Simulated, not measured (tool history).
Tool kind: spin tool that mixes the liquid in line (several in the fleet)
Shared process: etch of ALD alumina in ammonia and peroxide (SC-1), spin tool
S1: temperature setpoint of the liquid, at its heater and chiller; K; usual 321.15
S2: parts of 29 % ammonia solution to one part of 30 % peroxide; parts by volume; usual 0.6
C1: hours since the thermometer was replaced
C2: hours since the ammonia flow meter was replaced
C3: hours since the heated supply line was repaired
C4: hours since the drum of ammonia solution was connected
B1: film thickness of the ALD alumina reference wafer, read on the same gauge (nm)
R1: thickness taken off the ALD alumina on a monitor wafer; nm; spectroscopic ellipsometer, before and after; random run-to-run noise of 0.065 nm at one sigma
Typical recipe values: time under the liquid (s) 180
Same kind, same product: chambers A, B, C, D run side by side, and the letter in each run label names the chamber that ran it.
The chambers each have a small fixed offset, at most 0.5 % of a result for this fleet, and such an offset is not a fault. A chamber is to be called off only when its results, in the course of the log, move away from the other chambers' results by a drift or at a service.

run 1C day=0.346 | S1=321.15 S2=0.6 time_under_the_liquid_(s)=180 | C1=485.5 C2=808.6 C3=1969.8 C4=55.5 | B1=140.01 | R1=8.4593
run 2D day=0.758 | S1=321.15 S2=0.6 time_under_the_liquid_(s)=180 | C1=1699.6 C2=410.1 C3=729.8 C4=342.9 | B1=140 | R1=8.618
run 3B day=1.029 | S1=321.15 S2=0.6 time_under_the_liquid_(s)=180 | C1=1085.9 C2=283.1 C3=1433 C4=691.7 | B1=139.98 | R1=8.5273
run 4A day=1.525 | S1=321.15 S2=0.6 time_under_the_liquid_(s)=180 | C1=853.5 C2=1565.5 C3=3174.1 C4=51.2 | B1=139.98 | R1=8.5856
run 5A day=1.788 | S1=321.15 S2=0.6 time_under_the_liquid_(s)=180 | C1=859.8 C2=1571.8 C3=3180.4 C4=57.5 | B1=140 | R1=8.6296
run 6C day=2.112 | S1=321.15 S2=0.6 time_under_the_liquid_(s)=180 | C1=527.9 C2=851 C3=2012.2 C4=97.9 | B1=139.99 | R1=8.5278
run 7B day=2.358 | S1=321.15 S2=0.6 time_under_the_liquid_(s)=180 | C1=1117.8 C2=315 C3=1464.9 C4=723.6 | B1=139.99 | R1=8.62
-- day=2.621 chamber B: new drum of ammonia solution connected
run 8D day=2.808 | S1=314.65 S2=0.6 time_under_the_liquid_(s)=180 | C1=1748.8 C2=459.3 C3=779 C4=392.1 | B1=139.99 | R1=5.9079
run 9B day=3.325 | S1=314.65 S2=0.6 time_under_the_liquid_(s)=180 | C1=1141 C2=338.2 C3=1488.1 C4=17 | B1=139.98 | R1=6.0309
run 10A day=3.85 | S1=314.65 S2=0.6 time_under_the_liquid_(s)=180 | C1=909.3 C2=1621.3 C3=3229.9 C4=107 | B1=139.99 | R1=6.026
run 11D day=4.129 | S1=314.65 S2=0.6 time_under_the_liquid_(s)=180 | C1=1780.5 C2=491 C3=810.7 C4=423.8 | B1=140.02 | R1=5.8549
run 12C day=4.638 | S1=321.15 S2=0.6 time_under_the_liquid_(s)=140 | C1=588.5 C2=911.6 C3=2072.8 C4=158.5 | B1=139.99 | R1=6.5971
run 13D day=5.029 | S1=321.15 S2=0.6 time_under_the_liquid_(s)=140 | C1=1802.1 C2=512.6 C3=832.3 C4=445.4 | B1=140.01 | R1=6.6812
run 14B day=5.354 | S1=321.15 S2=0.6 time_under_the_liquid_(s)=140 | C1=1189.7 C2=386.9 C3=1536.8 C4=65.7 | B1=140 | R1=6.6008
run 15A day=5.638 | S1=321.15 S2=0.6 time_under_the_liquid_(s)=140 | C1=952.2 C2=1664.2 C3=3272.8 C4=149.9 | B1=139.99 | R1=6.6601
run 16C day=5.971 | S1=321.15 S2=0.6 time_under_the_liquid_(s)=180 | C1=620.5 C2=943.6 C3=2104.8 C4=190.5 | B1=139.99 | R1=8.6283
run 17D day=6.204 | S1=321.15 S2=0.6 time_under_the_liquid_(s)=180 | C1=1830.3 C2=540.8 C3=860.5 C4=473.6 | B1=139.98 | R1=8.6748
run 18C day=6.604 | S1=329.65 S2=0.6 time_under_the_liquid_(s)=95 | C1=635.7 C2=958.8 C3=2120 C4=205.7 | B1=139.97 | R1=7.1624
run 19A day=7.142 | S1=329.65 S2=0.6 time_under_the_liquid_(s)=95 | C1=988.3 C2=1700.3 C3=3308.9 C4=186 | B1=140.01 | R1=7.1242
run 20B day=7.542 | S1=329.65 S2=0.6 time_under_the_liquid_(s)=95 | C1=1242.2 C2=439.4 C3=1589.3 C4=118.2 | B1=140.01 | R1=7.1109
run 21C day=7.858 | S1=329.65 S2=0.6 time_under_the_liquid_(s)=95 | C1=665.8 C2=988.9 C3=2150.1 C4=235.8 | B1=140 | R1=7.12
run 22A day=8.358 | S1=321.15 S2=0.6 time_under_the_liquid_(s)=180 | C1=1017.5 C2=1729.5 C3=3338.1 C4=215.2 | B1=140.03 | R1=8.6895
run 23B day=8.812 | S1=321.15 S2=0.6 time_under_the_liquid_(s)=180 | C1=1272.7 C2=469.9 C3=1619.8 C4=148.7 | B1=140 | R1=8.6386
-- day=9.146 chamber A: new drum of ammonia solution connected
run 24D day=9.242 | S1=321.15 S2=0.6 time_under_the_liquid_(s)=180 | C1=1903.2 C2=613.7 C3=933.4 C4=546.5 | B1=139.99 | R1=8.6514
-- day=9.404 chamber C: new drum of ammonia solution connected
run 25A day=9.542 | S1=330.15 S2=0.45 time_under_the_liquid_(s)=180 | C1=1045.9 C2=1757.9 C3=3366.5 C4=9.5 | B1=139.99 | R1=13.597
run 26C day=10.058 | S1=330.15 S2=0.45 time_under_the_liquid_(s)=180 | C1=718.6 C2=1041.7 C3=2202.9 C4=15.7 | B1=139.99 | R1=13.514
run 27D day=10.308 | S1=330.15 S2=0.45 time_under_the_liquid_(s)=180 | C1=1928.8 C2=639.3 C3=959 C4=572.1 | B1=140.02 | R1=13.537
run 28B day=10.808 | S1=330.15 S2=0.45 time_under_the_liquid_(s)=180 | C1=1320.6 C2=517.8 C3=1667.7 C4=196.6 | B1=139.99 | R1=13.82
-- day=10.842 chamber A: thermometer replaced
run 29B day=11.183 | S1=321.15 S2=0.6 time_under_the_liquid_(s)=180 | C1=1329.6 C2=526.8 C3=1676.7 C4=205.6 | B1=140 | R1=8.6344
run 30C day=11.612 | S1=321.15 S2=0.6 time_under_the_liquid_(s)=180 | C1=755.9 C2=1079 C3=2240.2 C4=53 | B1=139.98 | R1=8.4663
run 31A day=12.042 | S1=321.15 S2=0.6 time_under_the_liquid_(s)=180 | C1=28.9 C2=1817.9 C3=3426.5 C4=69.5 | B1=139.99 | R1=8.534
run 32D day=12.454 | S1=321.15 S2=0.6 time_under_the_liquid_(s)=180 | C1=1980.3 C2=690.8 C3=1010.5 C4=623.6 | B1=140.03 | R1=8.6046
run 33D day=12.862 | S1=312.15 S2=0.6 time_under_the_liquid_(s)=180 | C1=1990.1 C2=700.6 C3=1020.3 C4=633.4 | B1=140 | R1=5.0653
run 34B day=13.217 | S1=312.15 S2=0.6 time_under_the_liquid_(s)=180 | C1=1378.4 C2=575.6 C3=1725.5 C4=254.4 | B1=140.01 | R1=5.1804
run 35A day=13.529 | S1=312.15 S2=0.6 time_under_the_liquid_(s)=180 | C1=64.6 C2=1853.6 C3=3462.2 C4=105.2 | B1=139.99 | R1=5.2146
run 36C day=13.983 | S1=312.15 S2=0.6 time_under_the_liquid_(s)=180 | C1=812.8 C2=1135.9 C3=2297.1 C4=109.9 | B1=139.99 | R1=5.1369
-- day=14.288 chamber B: ammonia flow meter replaced
run 37C day=14.321 | S1=321.15 S2=0.6 time_under_the_liquid_(s)=180 | C1=820.9 C2=1144 C3=2305.2 C4=118 | B1=140.01 | R1=8.5812
run 38A day=14.629 | S1=321.15 S2=0.6 time_under_the_liquid_(s)=180 | C1=91 C2=1880 C3=3488.6 C4=131.6 | B1=139.99 | R1=8.6582
run 39B day=15.162 | S1=321.15 S2=0.6 time_under_the_liquid_(s)=180 | C1=1425.1 C2=21 C3=1772.2 C4=301.1 | B1=140.01 | R1=8.6972
run 40D day=15.429 | S1=321.15 S2=0.35 time_under_the_liquid_(s)=120 | C1=2051.7 C2=762.2 C3=1081.9 C4=695 | B1=140 | R1=5.5038

Is one chamber out of step, is the gauge drifting, or do the chambers differ by no more than their own small offsets? For an off chamber, give its letter and the likeliest cause.

All chambers stay in line apart from their small fixed offsets, and the gauge does not drift.

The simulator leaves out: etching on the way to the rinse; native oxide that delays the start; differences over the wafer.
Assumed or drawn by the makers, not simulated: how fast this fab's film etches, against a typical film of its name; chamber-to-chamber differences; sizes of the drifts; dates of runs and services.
